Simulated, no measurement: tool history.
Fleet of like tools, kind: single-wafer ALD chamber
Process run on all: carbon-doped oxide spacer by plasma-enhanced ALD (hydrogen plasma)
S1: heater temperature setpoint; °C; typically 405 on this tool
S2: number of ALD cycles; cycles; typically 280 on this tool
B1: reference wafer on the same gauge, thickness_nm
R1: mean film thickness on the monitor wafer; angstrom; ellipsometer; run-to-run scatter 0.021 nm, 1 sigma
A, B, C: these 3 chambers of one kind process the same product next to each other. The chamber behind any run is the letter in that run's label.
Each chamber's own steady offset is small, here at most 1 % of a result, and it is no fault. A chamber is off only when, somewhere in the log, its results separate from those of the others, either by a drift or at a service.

Run 1B, hour 7: usual settings; B1 11.603. Result: R1 139.22 angstrom.
Run 2A, hour 21.1: usual settings; B1 11.607. Result: R1 138.59 angstrom.
At hour 23.1: chamber C: thermocouple changed; heater temperature recalibrated.
Run 3C, hour 28.1: usual settings; B1 11.611. Result: R1 137.76 angstrom.
Run 4B, hour 36.5: usual settings; B1 11.607. Result: R1 139.25 angstrom.
Run 5A, hour 44.9: usual settings but S1 410 °C, S2 226 cycles; B1 11.616. Result: R1 109.93 angstrom.
Run 6C, hour 53.8: usual settings but S1 410 °C, S2 226 cycles; B1 11.621. Result: R1 109.81 angstrom.
Run 7B, hour 61.4: usual settings but S1 410 °C, S2 226 cycles; B1 11.613. Result: R1 110.98 angstrom.
Run 8A, hour 74.8: usual settings; B1 11.628. Result: R1 138.16 angstrom.
Run 9C, hour 81.8: usual settings; B1 11.625. Result: R1 138 angstrom.
Run 10C, hour 90.8: usual settings; B1 11.627. Result: R1 138.12 angstrom.
Run 11A, hour 104.1: usual settings but S1 396 °C, S2 301 cycles; B1 11.634. Result: R1 151.36 angstrom.
Run 12B, hour 110.3: usual settings but S1 396 °C, S2 301 cycles; B1 11.63. Result: R1 152.26 angstrom.
Run 13C, hour 122.3: usual settings but S1 396 °C, S2 301 cycles; B1 11.635. Result: R1 151.25 angstrom.
Run 14B, hour 133.2: usual settings; B1 11.64. Result: R1 139.43 angstrom.
Run 15A, hour 139.6: usual settings but S1 391 °C; B1 11.646. Result: R1 140.57 angstrom.
Run 16C, hour 146.6: usual settings but S1 391 °C; B1 11.642. Result: R1 140.85 angstrom.
Run 17A, hour 160.4: usual settings but S1 391 °C; B1 11.65. Result: R1 141.34 angstrom.
Run 18B, hour 170.1: usual settings; B1 11.649. Result: R1 140.04 angstrom.
Run 19A, hour 177.6: usual settings; B1 11.659. Result: R1 139.15 angstrom.
Run 20C, hour 187.9: usual settings; B1 11.655. Result: R1 138.39 angstrom.
Run 21B, hour 201.5: usual settings; B1 11.66. Result: R1 139.49 angstrom.
Run 22A, hour 212: usual settings; B1 11.662. Result: R1 139.24 angstrom.
Run 23B, hour 221.6: usual settings; B1 11.67. Result: R1 139.73 angstrom.
Run 24C, hour 233.2: usual settings; B1 11.67. Result: R1 138.84 angstrom.

One chamber off, gauge drift, or nothing amiss beyond the chambers' own small offsets? If it is a chamber, which one, and what is the likeliest cause?

Every chamber seems to shift together because the gauge that measures them all drifts; the chambers themselves are fine.
What lies behind it: gauge reads high (%) = 0.632.
